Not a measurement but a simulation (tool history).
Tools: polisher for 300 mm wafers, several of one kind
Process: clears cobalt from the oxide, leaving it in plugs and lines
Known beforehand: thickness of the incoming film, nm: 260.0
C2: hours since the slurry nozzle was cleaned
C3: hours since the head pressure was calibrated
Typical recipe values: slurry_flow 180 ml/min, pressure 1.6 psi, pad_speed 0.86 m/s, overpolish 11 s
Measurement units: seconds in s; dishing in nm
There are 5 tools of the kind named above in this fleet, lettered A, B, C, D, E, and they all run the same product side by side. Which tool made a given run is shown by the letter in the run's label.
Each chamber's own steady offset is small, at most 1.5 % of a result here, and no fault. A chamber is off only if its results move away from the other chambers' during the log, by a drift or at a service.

At hour 7.1: chamber A: worn pad replaced by a new one.
Run 1B, hour 14.7: usual settings; wafers polished on this pad 929; C2 212.5; C3 513.8. Result: seconds 63.781 s, dishing 30.53 nm.
Run 2C, hour 24.1: usual settings; wafers polished on this pad 311; C2 480.6; C3 894. Result: seconds 66.244 s, dishing 33.362 nm.
Run 3E, hour 32.4: usual settings; wafers polished on this pad 816; C2 153.5; C3 402.3. Result: seconds 65.099 s, dishing 30.312 nm.
Run 4D, hour 43.3: usual settings; wafers polished on this pad 590; C2 143.5; C3 75.5. Result: seconds 63.811 s, dishing 31.19 nm.
Run 5A, hour 53.2: usual settings; wafers polished on this pad 291; C2 228.1; C3 1056.8. Result: seconds 63.084 s, dishing 32.221 nm.
At hour 55.3: chamber D: worn pad replaced by a new one.
Run 6D, hour 63.3: usual settings; wafers polished on this pad 51; C2 163.5; C3 95.5. Result: seconds 63.358 s, dishing 31.554 nm.
Run 7A, hour 70.6: usual settings but pressure 1.8 psi; wafers polished on this pad 401; C2 245.5; C3 1074.2. Result: seconds 57.37 s, dishing 34.719 nm.
At hour 73.8: chamber C: worn pad replaced by a new one.
Run 8C, hour 82.3: usual settings but pressure 1.8 psi; wafers polished on this pad 54; C2 538.8; C3 952.2. Result: seconds 56.785 s, dishing 35.559 nm.
Run 9B, hour 97.1: usual settings but pressure 1.8 psi; wafers polished on this pad 1450; C2 294.9; C3 596.2. Result: seconds 59.039 s, dishing 33.933 nm.
Run 10E, hour 106.5: usual settings but pressure 1.8 psi; wafers polished on this pad 1284; C2 227.6; C3 476.4. Result: seconds 59.014 s, dishing 33.903 nm.
At hour 115.4: chamber A: head pressure recalibrated.
Run 11A, hour 116.1: usual settings but pressure 1.8 psi; wafers polished on this pad 688; C2 291; C3 0.7. Result: seconds 57.365 s, dishing 34.533 nm.
Run 12B, hour 125.4: usual settings but overpolish 8 s; wafers polished on this pad 1628; C2 323.2; C3 624.5. Result: seconds 65.142 s, dishing 25.741 nm.
Run 13D, hour 134.8: usual settings but overpolish 8 s; wafers polished on this pad 502; C2 235; C3 167. Result: seconds 64.113 s, dishing 25.712 nm.
At hour 137.7: chamber A: worn pad replaced by a new one.
At hour 139: chamber E: slurry nozzle cleaned.
At hour 142.6: chamber B: head pressure recalibrated.
Run 14C, hour 142.6: usual settings but overpolish 8 s; wafers polished on this pad 434; C2 599.1; C3 1012.5. Result: seconds 64.9 s, dishing 25.608 nm.
At hour 152.1: chamber E: worn pad replaced by a new one.
Run 15E, hour 154.8: usual settings but overpolish 8 s; wafers polished on this pad 17; C2 15.9; C3 524.7. Result: seconds 62.471 s, dishing 25.114 nm.
Run 16D, hour 162: usual settings but overpolish 8 s; wafers polished on this pad 674; C2 262.2; C3 194.2. Result: seconds 63.718 s, dishing 25.255 nm.
Run 17B, hour 171.8: usual settings; wafers polished on this pad 1921; C2 369.6; C3 29.2. Result: seconds 66.311 s, dishing 31.826 nm.
At hour 173.2: chamber C: worn pad replaced by a new one.
At hour 182.5: chamber D: worn pad replaced by a new one.
Run 18A, hour 187: usual settings; wafers polished on this pad 311; C2 361.9; C3 71.6. Result: seconds 61.151 s, dishing 32.875 nm.
Run 19E, hour 196.8: usual settings; wafers polished on this pad 282; C2 57.9; C3 566.7. Result: seconds 64.834 s, dishing 31.471 nm.
Run 20C, hour 208.3: usual settings; wafers polished on this pad 222; C2 664.8; C3 1078.2. Result: seconds 66.222 s, dishing 32.962 nm.
Run 21C, hour 222.9: usual settings; wafers polished on this pad 314; C2 679.4; C3 1092.8. Result: seconds 64.405 s, dishing 31.845 nm.
Run 22E, hour 234.3: usual settings; wafers polished on this pad 519; C2 95.4; C3 604.2. Result: seconds 62.478 s, dishing 30.375 nm.
Run 23D, hour 242.9: usual settings; wafers polished on this pad 381; C2 343.1; C3 275.1. Result: seconds 63.403 s, dishing 32.436 nm.
At hour 246.4: chamber A: worn pad replaced by a new one.
Run 24A, hour 250.3: usual settings; wafers polished on this pad 25; C2 425.2; C3 134.9. Result: seconds 63.011 s, dishing 31.215 nm.
Run 25B, hour 257.3: usual settings; wafers polished on this pad 2461; C2 455.1; C3 114.7. Result: seconds 69.124 s, dishing 31.174 nm.
At hour 269.9: chamber C: worn pad replaced by a new one.
Run 26D, hour 273.3: usual settings; wafers polished on this pad 573; C2 373.5; C3 305.5. Result: seconds 63.587 s, dishing 31.643 nm.
Run 27B, hour 286.3: usual settings; wafers polished on this pad 2644; C2 484.1; C3 143.7. Result: seconds 69.847 s, dishing 30.652 nm.
Run 28C, hour 301.2: usual settings; wafers polished on this pad 197; C2 757.7; C3 1171.1. Result: seconds 65.996 s, dishing 32.629 nm.
At hour 306.1: chamber D: worn pad replaced by a new one.
Run 29E, hour 313: usual settings; wafers polished on this pad 1016; C2 174.1; C3 682.9. Result: seconds 64.548 s, dishing 30.889 nm.
Run 30A, hour 327.9: usual settings; wafers polished on this pad 514; C2 502.8; C3 212.5. Result: seconds 62.002 s, dishing 31.745 nm.
Run 31B, hour 343.4: usual settings; wafers polished on this pad 3004; C2 541.2; C3 200.8. Result: seconds 69.068 s, dishing 30.328 nm.
Run 32E, hour 353.8: usual settings but overpolish 17 s; wafers polished on this pad 1273; C2 214.9; C3 723.7. Result: seconds 65.023 s, dishing 42.377 nm.
Run 33A, hour 364.5: usual settings but overpolish 17 s; wafers polished on this pad 745; C2 539.4; C3 249.1. Result: seconds 62.073 s, dishing 44.624 nm.
At hour 370: chamber A: worn pad replaced by a new one.
Run 34C, hour 372.5: usual settings but overpolish 17 s; wafers polished on this pad 647; C2 829; C3 1242.4. Result: seconds 63.74 s, dishing 42.31 nm.
At hour 375.3: chamber A: slurry nozzle cleaned.
At hour 387.2: chamber D: head pressure recalibrated.
At hour 387.8: chamber C: worn pad replaced by a new one.
Run 35D, hour 388.4: usual settings but overpolish 17 s; wafers polished on this pad 520; C2 488.6; C3 1.2. Result: seconds 66.086 s, dishing 42.03 nm.
At hour 398.9: chamber E: worn pad replaced by a new one.
Run 36B, hour 400.4: usual settings but overpolish 17 s; wafers polished on this pad 3364; C2 598.2; C3 257.8. Result: seconds 72.089 s, dishing 40.518 nm.
Run 37C, hour 412.7: usual settings; wafers polished on this pad 157; C2 869.2; C3 1282.6. Result: seconds 65.764 s, dishing 31.263 nm.
At hour 413: chamber E: slurry nozzle cleaned.
Run 38A, hour 427.6: usual settings but pad_speed 0.68 m/s; wafers polished on this pad 363; C2 52.3; C3 312.2. Result: seconds 79.515 s, dishing 27.595 nm.
At hour 431.9: chamber D: worn pad replaced by a new one.
Run 39E, hour 437.5: usual settings but pad_speed 0.68 m/s; wafers polished on this pad 243; C2 24.5; C3 807.4. Result: seconds 81.623 s, dishing 26.491 nm.
Run 40D, hour 446.3: usual settings but pad_speed 0.68 m/s; wafers polished on this pad 91; C2 546.5; C3 59.1. Result: seconds 80.568 s, dishing 27.244 nm.
Run 41D, hour 459.7: usual settings but pad_speed 0.68 m/s; wafers polished on this pad 175; C2 559.9; C3 72.5. Result: seconds 79.301 s, dishing 26.866 nm.
Run 42B, hour 473.6: usual settings but pad_speed 0.68 m/s; wafers polished on this pad 3826; C2 671.4; C3 331. Result: seconds 92.103 s, dishing 24.443 nm.
Run 43E, hour 482: usual settings; wafers polished on this pad 524; C2 69; C3 851.9. Result: seconds 63.333 s, dishing 30.221 nm.

Next, every chamber runs the same settings. What will each give?
Run 44A, hour 493.6: usual settings but pressure 2 psi. Result: seconds ?, dishing ?.
Run 44B, hour 493.6: usual settings but pressure 2 psi. Result: seconds ?, dishing ?.
Run 44C, hour 493.6: usual settings but pressure 2 psi. Result: seconds ?, dishing ?.
Run 44D, hour 493.6: usual settings but pressure 2 psi. Result: seconds ?, dishing ?.
Run 44E, hour 493.6: usual settings but pressure 2 psi. Result: seconds ?, dishing ?.

run  seconds  dishing
44A   52.347   37.425
44B   58.828   34.309
44C   49.878   37.548
44D   52.041   36.774
44E   52.131   37.427
